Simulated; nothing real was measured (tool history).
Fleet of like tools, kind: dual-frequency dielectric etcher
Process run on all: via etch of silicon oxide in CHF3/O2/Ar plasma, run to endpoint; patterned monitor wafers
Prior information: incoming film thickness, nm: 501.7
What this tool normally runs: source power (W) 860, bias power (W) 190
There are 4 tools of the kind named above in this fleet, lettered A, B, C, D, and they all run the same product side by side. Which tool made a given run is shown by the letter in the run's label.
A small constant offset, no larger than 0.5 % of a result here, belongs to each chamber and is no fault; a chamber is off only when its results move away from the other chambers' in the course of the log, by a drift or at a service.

run  hour  source power (W)  bias power (W)  endpoint time (s)
 1D   2.5               860             190             216.10
 2A   6.6               860             190             217.65
 3B  11.0               860             190             216.85
 4C  15.7               860             190             216.47
 5B  19.4               860             190             217.61
 6A  22.2               710             215             225.02
 7D  26.7               710             215             222.80
 8C  30.4               710             215             224.88
 9A  33.0               710             215             224.63
10D  35.4               860             190             215.62
11B  39.0              1080             167             208.91
12C  43.6              1080             167             207.00
13D  47.9              1080             167             206.81
14A  52.0              1080             167             207.10
15B  55.3               860             190             219.59
16C  58.0               860             190             216.33
17D  62.1               860             190             216.26
18A  64.9               860             190             217.25
19B  69.3               860             190             219.48
20C  73.1               860             190             216.43
21A  77.6               860             190             218.76
22D  81.4              1020             215             195.51
23B  83.6              1020             215             199.84
24C  87.1              1020             215             195.06
25A  90.3              1020             215             194.09

Next, every chamber runs the same settings. What will each give?
26A  93.9               860             220                  ?
26B  93.9               860             220                  ?
26C  93.9               860             220                  ?
26D  93.9               860             220                  ?

run  endpoint time (s)
26A             206.60
26B             212.20
26C             206.04
26D             206.07
